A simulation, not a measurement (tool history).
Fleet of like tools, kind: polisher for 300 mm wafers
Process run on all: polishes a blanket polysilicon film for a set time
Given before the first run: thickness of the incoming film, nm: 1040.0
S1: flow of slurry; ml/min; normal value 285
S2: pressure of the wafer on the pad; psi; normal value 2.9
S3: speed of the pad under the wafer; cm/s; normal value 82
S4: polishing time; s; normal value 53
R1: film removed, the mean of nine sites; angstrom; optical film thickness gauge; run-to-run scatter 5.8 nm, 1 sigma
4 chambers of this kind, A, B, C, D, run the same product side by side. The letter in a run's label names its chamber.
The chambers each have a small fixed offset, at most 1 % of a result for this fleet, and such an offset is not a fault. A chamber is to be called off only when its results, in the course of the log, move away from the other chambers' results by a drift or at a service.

{"run": "1B", "day": 0.225, "S1": 285, "S2": 2.9, "S3": 82, "S4": 53, "R1": 3905}
{"run": "2C", "day": 0.467, "S1": 285, "S2": 2.9, "S3": 82, "S4": 53, "R1": 3912.4}
{"run": "3A", "day": 0.75, "S1": 285, "S2": 2.9, "S3": 82, "S4": 53, "R1": 3814.6}
{"run": "4D", "day": 0.971, "S1": 285, "S2": 2.9, "S3": 82, "S4": 53, "R1": 3963.6}
{"run": "5A", "day": 1.242, "S1": 285, "S2": 2.9, "S3": 82, "S4": 53, "R1": 3896.9}
{"day": 1.317, "done": "chamber A: slurry nozzle cleaned"}
{"run": "6D", "day": 1.55, "S1": 285, "S2": 2.9, "S3": 82, "S4": 53, "R1": 3910.3}
{"run": "7C", "day": 1.871, "S1": 285, "S2": 2.9, "S3": 82, "S4": 53, "R1": 3945.4}
{"day": 2.058, "done": "chamber A: worn pad replaced by a new one"}
{"run": "8B", "day": 2.138, "S1": 285, "S2": 2.9, "S3": 82, "S4": 53, "R1": 4032.9}
{"run": "9A", "day": 2.312, "S1": 285, "S2": 2.9, "S3": 82, "S4": 53, "R1": 3957.4}
{"run": "10D", "day": 2.529, "S1": 285, "S2": 2.9, "S3": 98, "S4": 70, "R1": 6444.4}
{"run": "11C", "day": 2.729, "S1": 285, "S2": 2.9, "S3": 98, "S4": 70, "R1": 6369.5}
{"day": 2.862, "done": "chamber D: worn pad replaced by a new one"}
{"day": 2.983, "done": "chamber C: worn pad replaced by a new one"}
{"run": "12B", "day": 3.054, "S1": 285, "S2": 2.9, "S3": 98, "S4": 70, "R1": 6194.5}
{"run": "13B", "day": 3.221, "S1": 285, "S2": 2.9, "S3": 98, "S4": 70, "R1": 6220.8}
{"run": "14D", "day": 3.388, "S1": 285, "S2": 2.9, "S3": 82, "S4": 53, "R1": 3991.7}
{"run": "15C", "day": 3.696, "S1": 285, "S2": 2.9, "S3": 82, "S4": 53, "R1": 4007.6}
{"run": "16A", "day": 3.971, "S1": 285, "S2": 2.9, "S3": 82, "S4": 53, "R1": 3974.9}
{"run": "17D", "day": 4.188, "S1": 285, "S2": 2.9, "S3": 82, "S4": 53, "R1": 4115.5}
{"run": "18C", "day": 4.546, "S1": 285, "S2": 2.9, "S3": 82, "S4": 53, "R1": 4122.4}
{"run": "19B", "day": 4.762, "S1": 285, "S2": 2.9, "S3": 82, "S4": 53, "R1": 3904}
{"run": "20A", "day": 5.054, "S1": 285, "S2": 2.9, "S3": 82, "S4": 53, "R1": 3954.9}
{"run": "21D", "day": 5.275, "S1": 285, "S2": 2.9, "S3": 82, "S4": 53, "R1": 4224.2}
{"run": "22C", "day": 5.471, "S1": 285, "S2": 2.9, "S3": 82, "S4": 53, "R1": 4062.4}
{"run": "23B", "day": 5.792, "S1": 285, "S2": 2.9, "S3": 82, "S4": 37, "R1": 2761.3}
{"run": "24A", "day": 6.075, "S1": 285, "S2": 2.9, "S3": 82, "S4": 37, "R1": 2694}
{"run": "25D", "day": 6.321, "S1": 285, "S2": 2.9, "S3": 82, "S4": 37, "R1": 2994.5}
{"day": 6.446, "done": "chamber B: slurry nozzle cleaned"}
{"run": "26A", "day": 6.604, "S1": 285, "S2": 2.9, "S3": 82, "S4": 37, "R1": 2748.9}
{"day": 6.667, "done": "chamber B: worn pad replaced by a new one"}
{"day": 6.846, "done": "chamber A: worn pad replaced by a new one"}
{"run": "27B", "day": 6.917, "S1": 285, "S2": 3.4, "S3": 82, "S4": 53, "R1": 4697.4}
{"run": "28C", "day": 7.096, "S1": 285, "S2": 3.4, "S3": 82, "S4": 53, "R1": 4657.7}
{"run": "29B", "day": 7.388, "S1": 285, "S2": 3.4, "S3": 82, "S4": 53, "R1": 4623.4}
{"run": "30D", "day": 7.604, "S1": 285, "S2": 3.4, "S3": 82, "S4": 53, "R1": 5019}
{"run": "31A", "day": 7.888, "S1": 285, "S2": 2.9, "S3": 82, "S4": 53, "R1": 3967.2}
{"run": "32C", "day": 8.258, "S1": 285, "S2": 2.9, "S3": 82, "S4": 53, "R1": 3910.7}
{"day": 8.396, "done": "chamber C: worn pad replaced by a new one"}
{"run": "33C", "day": 8.417, "S1": 285, "S2": 2.9, "S3": 82, "S4": 53, "R1": 3940.3}
{"run": "34B", "day": 8.692, "S1": 285, "S2": 2.9, "S3": 82, "S4": 53, "R1": 3961.3}
{"day": 8.788, "done": "chamber D: worn pad replaced by a new one"}
{"run": "35A", "day": 8.862, "S1": 230, "S2": 2.9, "S3": 106, "S4": 53, "R1": 4952.6}
{"run": "36D", "day": 9.233, "S1": 230, "S2": 2.9, "S3": 106, "S4": 53, "R1": 5616.2}
{"run": "37D", "day": 9.567, "S1": 230, "S2": 2.9, "S3": 106, "S4": 53, "R1": 5834.5}
{"run": "38A", "day": 9.771, "S1": 230, "S2": 2.9, "S3": 106, "S4": 53, "R1": 4972.1}

Next, every chamber runs the same settings. What will each give?
{"run": "39A", "day": 10.038, "S1": 285, "S2": 2.9, "S3": 82, "S4": 53, "R1": "?"}
{"run": "39B", "day": 10.038, "S1": 285, "S2": 2.9, "S3": 82, "S4": 53, "R1": "?"}
{"run": "39C", "day": 10.038, "S1": 285, "S2": 2.9, "S3": 82, "S4": 53, "R1": "?"}
{"run": "39D", "day": 10.038, "S1": 285, "S2": 2.9, "S3": 82, "S4": 53, "R1": "?"}

run=39A R1=3959.2
run=39B R1=3988.1
run=39C R1=3968.7
run=39D R1=4451.4

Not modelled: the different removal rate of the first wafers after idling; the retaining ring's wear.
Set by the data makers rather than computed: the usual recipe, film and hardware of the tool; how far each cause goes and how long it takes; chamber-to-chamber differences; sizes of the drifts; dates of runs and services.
